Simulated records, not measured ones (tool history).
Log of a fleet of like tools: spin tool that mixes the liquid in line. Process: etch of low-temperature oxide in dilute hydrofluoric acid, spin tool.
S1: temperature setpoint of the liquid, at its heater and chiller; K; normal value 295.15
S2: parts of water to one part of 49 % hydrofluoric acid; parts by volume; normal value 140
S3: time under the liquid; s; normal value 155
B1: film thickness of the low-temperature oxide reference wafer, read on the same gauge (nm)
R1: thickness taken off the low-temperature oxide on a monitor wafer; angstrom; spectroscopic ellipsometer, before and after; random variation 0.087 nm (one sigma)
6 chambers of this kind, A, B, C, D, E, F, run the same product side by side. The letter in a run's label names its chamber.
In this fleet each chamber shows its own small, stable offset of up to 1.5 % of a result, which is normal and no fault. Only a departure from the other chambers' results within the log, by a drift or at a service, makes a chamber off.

run,hour,S1,S2,S3,B1,R1
1A,3.5,295.15,140,155,140.01,105.76
2D,5.7,295.15,140,155,140,104.25
3C,10,295.15,140,155,139.99,102.57
4B,13.8,295.15,140,155,140.03,104.74
5E,17.8,291.65,140,155,139.99,88.431
# hour 18.8: chamber D: hydrofluoric acid flow meter replaced
6F,20.6,291.65,140,155,140,89.773
7D,24,291.65,140,155,140.01,89.11
8E,28.5,291.65,140,155,140.01,89.028
9A,30.7,291.65,140,155,140,92.016
10B,35.3,291.65,140,155,140,91.263
11F,39.3,298.65,140,70,140.01,53.47
12C,41.5,298.65,140,70,140.01,53.256
13F,45.6,298.65,140,70,140,54.777
14D,48.4,298.65,140,70,139.99,53.166
15B,52.1,298.65,140,70,140,54.068
16C,56.5,298.65,140,70,139.99,53.309
17A,60.8,295.15,140,155,139.99,104.19
18E,64.4,295.15,140,155,140,103.08
19B,66.6,295.15,140,155,140,104.31
20A,70.5,295.15,140,155,140.03,105.41
21D,73.5,295.15,140,155,140.01,103.44
22C,76.7,295.15,140,155,140.01,103.76
23F,80.2,295.15,195,155,140,71.914
24E,83.5,295.15,195,155,140.02,68.711
25B,88.2,295.15,195,155,140.01,71.229
26F,90.7,295.15,195,155,139.99,72.235
27A,94.6,295.15,195,155,140,70.979
28C,98,295.15,195,155,140,69.253
29E,101.6,295.15,140,155,139.99,101.51
30D,106.1,295.15,160,95,139.98,53.784
31E,110.2,295.15,160,95,139.99,53.544
32A,113.5,295.15,160,95,140,55.58
33D,118.4,295.15,160,95,139.99,54.746
34C,121.6,295.15,160,95,140.02,53.989
35F,124.5,295.15,160,95,140,57.578
36B,128.5,295.15,140,155,140.01,103.94
37F,131.7,295.15,140,155,140,111.46
38E,136.4,295.15,110,70,139.98,61.004

All 6 chambers run these settings next. Forecast each chamber's results:
39A,140,295.15,140,155,,?
39B,140,295.15,140,155,,?
39C,140,295.15,140,155,,?
39D,140,295.15,140,155,,?
39E,140,295.15,140,155,,?
39F,140,295.15,140,155,,?

run,R1
39A,103.89
39B,104.69
39C,104.25
39D,104.09
39E,102.26
39F,111.69

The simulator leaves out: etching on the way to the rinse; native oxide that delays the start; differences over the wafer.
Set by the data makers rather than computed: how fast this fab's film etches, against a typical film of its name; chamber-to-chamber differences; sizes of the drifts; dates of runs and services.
